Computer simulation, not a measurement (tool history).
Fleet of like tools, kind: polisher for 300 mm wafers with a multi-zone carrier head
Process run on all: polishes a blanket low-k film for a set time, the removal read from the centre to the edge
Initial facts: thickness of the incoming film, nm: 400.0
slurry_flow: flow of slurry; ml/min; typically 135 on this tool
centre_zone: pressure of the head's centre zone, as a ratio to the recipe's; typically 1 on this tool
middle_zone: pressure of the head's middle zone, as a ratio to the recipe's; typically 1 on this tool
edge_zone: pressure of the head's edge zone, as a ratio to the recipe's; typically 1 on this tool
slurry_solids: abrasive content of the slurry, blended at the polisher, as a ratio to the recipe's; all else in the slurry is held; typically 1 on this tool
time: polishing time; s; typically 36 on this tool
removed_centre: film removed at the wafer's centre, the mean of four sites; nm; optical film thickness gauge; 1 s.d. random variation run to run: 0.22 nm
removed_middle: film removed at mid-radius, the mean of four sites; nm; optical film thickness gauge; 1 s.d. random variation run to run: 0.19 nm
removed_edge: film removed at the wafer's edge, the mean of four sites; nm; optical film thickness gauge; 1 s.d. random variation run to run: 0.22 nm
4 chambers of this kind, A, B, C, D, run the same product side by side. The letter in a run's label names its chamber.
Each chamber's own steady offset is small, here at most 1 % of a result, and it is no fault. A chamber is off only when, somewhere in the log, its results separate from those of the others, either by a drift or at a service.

run,hour,slurry_flow,centre_zone,middle_zone,edge_zone,slurry_solids,time,wafers polished on this pad,hours since the slurry nozzle was cleaned,hours since the centre zone pressure was calibrated,hours since the edge zone pressure was calibrated,removed_centre,removed_middle,removed_edge
1C,4.6,135,1,1,1,1,36,203,645.3,17.9,1129.2,16.846,16.661,16.774
2B,7.9,135,1,1,1,1,36,288,294,498.6,274.8,17.008,16.581,16.768
3D,10.3,135,1,1,1,1,36,204,320.7,29.4,46.5,16.563,16.527,16.589
4A,14.5,135,1,1,1,1,36,208,171.9,695.3,633.6,16.252,16.501,16.375
5A,19.1,135,1,1,1,1,36,253,176.5,699.9,638.2,16.786,16.254,16.233
6B,21.8,135,1,1,1,1,36,423,307.9,512.5,288.7,16.652,16.808,17.226
7D,25.5,135,1,1,1,1,36,352,335.9,44.6,61.7,16.948,16.802,16.471
8C,29.6,135,1,1,1,1,36,447,670.3,42.9,1154.2,17.115,16.126,16.646
9D,32.3,135,1,1,1,1,36,419,342.7,51.4,68.5,16.293,16.512,16.533
10B,34.3,135,1,1,1,1,36,545,320.4,525,301.2,16.468,16.798,16.817
11A,37.8,135,1,1,1,1,36,435,195.2,718.6,656.9,16.793,16.651,16.621
12C,40.1,135,1,1,1,1,36,549,680.8,53.4,1164.7,17.037,16.423,16.953
13C,42.9,135,1,0.95,1,1.15,36,576,683.6,56.2,1167.5,17.329,16.936,17.636
14A,45.8,135,1,0.95,1,1.15,36,513,203.2,726.6,664.9,17.783,16.517,17.796
15B,48.7,135,1,0.95,1,1.15,36,686,334.8,539.4,315.6,17.589,16.876,17.824
16D,51.8,135,1,0.95,1,1.15,36,609,362.2,70.9,88,17.482,16.377,17.089
17B,56.1,135,1,1,1,1,36,758,342.2,546.8,323,16.588,16.879,16.437
18A,58.3,135,1,1,0.91,1,36,635,215.7,739.1,677.4,16.964,16.561,15.38
19D,61.2,135,1,1,0.91,1,36,701,371.6,80.3,97.4,16.115,16.07,15.201
20C,64.2,135,1,1,0.91,1,36,784,704.9,77.5,1188.8,16.532,16.7,16.187
21B,66.3,135,1,1,0.91,1,36,857,352.4,557,333.2,16.869,16.835,16.224
22D,68.7,135,1,1,1,1,36,774,379.1,87.8,104.9,16.122,16.016,16.138
# hour 69.9: chamber A: worn pad replaced by a new one
# hour 70.8: chamber C: worn pad replaced by a new one
23A,70.9,135,1,1,1,1,36,10,228.3,751.7,690,16.27,16.442,16.532
24C,73.4,135,1,1,1,1,36,26,714.1,86.7,1198,16.629,16.292,16.851
25C,76.7,135,1,1,1,1,36,58,717.4,90,1201.3,16.435,16.454,16.766
26B,81,135,1,1,1,1,36,1001,367.1,571.7,347.9,16.488,16.603,16.729
27A,84.4,135,1,1,1,1,36,142,241.8,765.2,703.5,16.366,16.369,16.493
28D,87,135,1,1,1,1,36,952,397.4,106.1,123.2,15.4,15.119,15.494
29A,90.5,135,1,1,1,1,36,201,247.9,771.3,709.6,16.913,16.64,16.244
30B,94.3,135,1,1,1,1,36,1131,380.4,585,361.2,16.647,16.602,16.31
31C,98.3,135,1,1,1,1,36,268,739,111.6,1222.9,16.558,16.287,16.836

Has any chamber moved away from the others, gradually or after a service, or does the common gauge drift, or do the chambers differ only by their own small steady offsets? State the chamber and the most likely cause if one applies.

Little by little, chamber D moves away from the other chambers.
Cause: slurry flow missing at the pad, % = 37.
The log may not separate it from: removal rate lost through wear of the pad, %.

Below are 4 candidate recipes for chamber D's next run, each the usual settings with a change, their results shown as question marks. Which of them brings D's results back in line with what the other chambers give on the usual settings?
To be in line, a result may differ from the other chambers' mean on the usual settings by at most: removed_centre 0.79 nm; removed_middle 0.67 nm; removed_edge 0.77 nm
32D-1,101.6,145,1.03,1.02,0.98,1,39,,,,,?,?,?
32D-2,101.6,150,1.05,1.03,0.96,1.05,40,,,,,?,?,?
32D-3,101.6,125,0.97,0.98,1.02,1,33,,,,,?,?,?
32D-4,101.6,120,0.95,0.97,1.04,0.95,32,,,,,?,?,?

Usual-settings mean across the other chambers: removed_centre 16.616 nm; removed_middle 16.538 nm; removed_edge 16.611 nm
run,removed_centre,removed_middle,removed_edge
32D-1,16.398,16.396,16.625
32D-2,17.772,17.523,17.365
32D-3,12.258,12.738,13.915
32D-4,11.146,11.775,13.187
It is 32D-1 that realigns the chamber with its peers.
